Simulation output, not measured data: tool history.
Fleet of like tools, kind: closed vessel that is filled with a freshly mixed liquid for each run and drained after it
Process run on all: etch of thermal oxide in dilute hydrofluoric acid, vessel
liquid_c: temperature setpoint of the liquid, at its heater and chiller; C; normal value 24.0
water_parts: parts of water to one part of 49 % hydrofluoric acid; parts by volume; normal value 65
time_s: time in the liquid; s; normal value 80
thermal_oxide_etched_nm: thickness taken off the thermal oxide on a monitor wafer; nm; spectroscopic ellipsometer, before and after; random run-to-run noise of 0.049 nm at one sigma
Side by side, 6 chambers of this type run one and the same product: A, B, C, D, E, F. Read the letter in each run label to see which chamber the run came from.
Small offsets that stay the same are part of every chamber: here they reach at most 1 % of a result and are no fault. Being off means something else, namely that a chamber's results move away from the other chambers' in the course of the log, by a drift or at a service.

run	hour	liquid_c	water_parts	time_s	read-back film thickness of the thermal oxide reference wafer, read on the same gauge (nm)	thermal_oxide_etched_nm
1C	4.6	24.0	65	80	110.00	5.9177
2D	10.1	24.0	65	80	110.00	5.9499
3B	15.2	24.0	65	80	110.00	5.9221
4A	17.8	24.0	65	80	110.00	5.9611
5E	20.5	24.0	65	80	110.00	6.0049
6F	23.1	24.0	65	80	110.00	5.9614
7F	28.3	24.0	65	80	110.00	5.9048
8C	31.3	24.0	65	115	110.01	8.4029
9B	35.4	24.0	65	115	109.99	8.5074
10D	38.4	24.0	65	115	109.98	8.4213
11A	42.3	24.0	65	115	109.99	8.4913
12E	45.6	24.0	65	115	110.01	8.5585
13C	50.1	24.0	65	115	109.98	8.4661
14A	54.5	24.0	80	45	110.00	2.6927
15E	57.5	24.0	80	45	109.99	2.6585
16F	61.0	24.0	80	45	110.01	2.6890
17B	66.5	24.0	80	45	110.01	2.6052
18D	69.4	24.0	80	45	110.02	2.6578
19D	72.8	24.0	80	45	110.01	2.6695
20E	76.8	20.5	65	110	109.99	7.1833
21C	81.6	20.5	65	110	110.00	7.0550
22F	85.9	20.5	65	110	110.01	7.2774
23A	89.0	20.5	65	110	110.00	7.0705
24B	93.6	20.5	65	110	110.01	6.9364
25F	97.1	20.5	65	110	109.99	7.3072
26A	100.3	24.0	65	80	110.01	5.9241
27E	104.9	24.0	65	80	110.02	5.9562
28D	108.5	24.0	65	80	110.00	6.0092
29C	112.8	20.5	65	100	109.99	6.4188
30B	116.6	20.5	65	100	110.01	6.5278
# hour 118.6: chamber D: thermometer replaced
31C	121.1	20.5	65	100	110.00	6.5324
32E	125.2	20.5	65	100	109.99	6.4268
33A	129.6	20.5	65	100	109.99	6.4203
34B	132.5	20.5	65	100	109.99	6.4358
35F	137.7	24.0	65	80	109.99	6.2902
36D	143.0	24.0	65	80	109.99	5.8699
37E	148.4	24.0	65	80	110.00	5.9460
38F	152.3	24.0	65	80	109.99	6.1958

Predict what each chamber gives when all 6 of them run the settings below next.
39A	156.2	24.0	65	80		?
39B	156.2	24.0	65	80		?
39C	156.2	24.0	65	80		?
39D	156.2	24.0	65	80		?
39E	156.2	24.0	65	80		?
39F	156.2	24.0	65	80		?

run	thermal_oxide_etched_nm
39A	5.9061
39B	5.9554
39C	5.8994
39D	5.8765
39E	5.8345
39F	6.3455
